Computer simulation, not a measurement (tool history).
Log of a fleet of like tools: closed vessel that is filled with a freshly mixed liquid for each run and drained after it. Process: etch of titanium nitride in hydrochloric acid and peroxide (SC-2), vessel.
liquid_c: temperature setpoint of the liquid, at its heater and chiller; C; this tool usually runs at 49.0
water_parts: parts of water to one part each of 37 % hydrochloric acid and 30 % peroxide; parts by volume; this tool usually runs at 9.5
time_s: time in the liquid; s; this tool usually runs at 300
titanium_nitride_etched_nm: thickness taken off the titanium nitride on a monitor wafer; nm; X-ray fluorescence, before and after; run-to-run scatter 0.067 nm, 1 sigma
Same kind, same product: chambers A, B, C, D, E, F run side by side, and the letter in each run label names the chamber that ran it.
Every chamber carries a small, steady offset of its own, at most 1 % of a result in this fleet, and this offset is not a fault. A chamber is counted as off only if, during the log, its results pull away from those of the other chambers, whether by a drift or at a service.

run   hour  liquid_c  water_parts  time_s  read-back film thickness of the titanium nitride reference wafer, read on the same gauge (nm)  titanium_nitride_etched_nm
 1A    5.8      49.0          9.5     300                                                                                         150.00                     13.5560
 2E   14.7      49.0          9.5     300                                                                                         150.03                     13.5520
 3B   25.3      49.0          9.5     300                                                                                         150.01                     13.4460
      26.6  -- chamber C: thermometer replaced
 4F   30.8      49.0          9.5     300                                                                                         149.97                     13.4240
      36.1  -- chamber A: chemicals flow meter replaced
 5C   40.9      49.0          9.5     300                                                                                         149.98                     13.6600
 6D   47.1      49.0          9.5     300                                                                                         150.00                     13.4210
      53.1  -- chamber E: chemicals flow meter replaced
 7E   55.5      49.0          9.5     300                                                                                         150.00                     13.6910
 8A   62.6      49.0          9.5     300                                                                                         149.98                     13.6320
 9B   68.6      49.0          9.5     155                                                                                         149.99                      6.9635
10C   76.2      49.0          9.5     155                                                                                         150.01                      6.9700
11D   81.6      49.0          9.5     155                                                                                         149.97                      6.9730
12F   88.7      49.0          9.5     155                                                                                         149.99                      6.9599
13B   97.8      49.0          9.5     155                                                                                         150.01                      6.9933
14C  104.1      49.0          9.5     155                                                                                         149.98                      6.9807
     104.8  -- chamber A: new drum of peroxide connected
15D  110.3      49.0          9.5     300                                                                                         150.03                     13.5510
     110.6  -- chamber D: new drum of peroxide connected
16E  118.2      49.0          9.5     300                                                                                         150.00                     13.6490
17F  126.1      49.0          9.5     300                                                                                         150.03                     13.3390
18A  136.6      49.0          9.5     300                                                                                         150.00                     13.5820
19A  143.3      49.0          9.5     300                                                                                         149.98                     13.6970
20D  152.9      41.0          6.5     300                                                                                         149.97                     10.5330
21F  160.3      41.0          6.5     300                                                                                         149.99                     10.4870
22E  166.4      41.0          6.5     300                                                                                         149.99                     10.6980
23C  172.5      41.0          6.5     300                                                                                         150.00                     10.6010
24B  178.4      41.0          6.5     300                                                                                         150.03                     10.8620
25C  187.8      41.0          6.5     300                                                                                         150.03                     10.6570
26A  196.6      49.0          9.5     300                                                                                         150.02                     13.5370
27B  205.8      49.0          9.5     300                                                                                         149.98                     13.9680
     213.9  -- chamber C: new drum of peroxide connected
28E  215.5      49.0          5.5     300                                                                                         149.97                     20.8250
29D  223.7      49.0          5.5     300                                                                                         150.02                     20.7630
30F  233.3      49.0          5.5     300                                                                                         149.98                     20.7210
31F  242.7      49.0          5.5     300                                                                                         150.03                     20.8310
32D  252.8      49.0          5.5     300                                                                                         149.99                     20.7470
33A  261.9      49.0          5.5     300                                                                                         150.02                     20.6790
34C  272.2      49.0          9.5     300                                                                                         150.02                     13.4580
35B  281.4      49.0          9.5     300                                                                                         150.01                     14.1790
36E  292.1      49.0          9.5     300                                                                                         149.97                     13.6560
37A  302.1      49.0          9.5     300                                                                                         150.03                     13.3860

All 6 chambers run these settings next. Forecast each chamber's results:
38A  309.9      52.5          9.5     300                                                                                                                          ?
38B  309.9      52.5          9.5     300                                                                                                                          ?
38C  309.9      52.5          9.5     300                                                                                                                          ?
38D  309.9      52.5          9.5     300                                                                                                                          ?
38E  309.9      52.5          9.5     300                                                                                                                          ?
38F  309.9      52.5          9.5     300                                                                                                                          ?

run  titanium_nitride_etched_nm
38A                     17.1810
38B                     17.7690
38C                     17.2080
38D                     16.8570
38E                     17.1900
38F                     17.0340

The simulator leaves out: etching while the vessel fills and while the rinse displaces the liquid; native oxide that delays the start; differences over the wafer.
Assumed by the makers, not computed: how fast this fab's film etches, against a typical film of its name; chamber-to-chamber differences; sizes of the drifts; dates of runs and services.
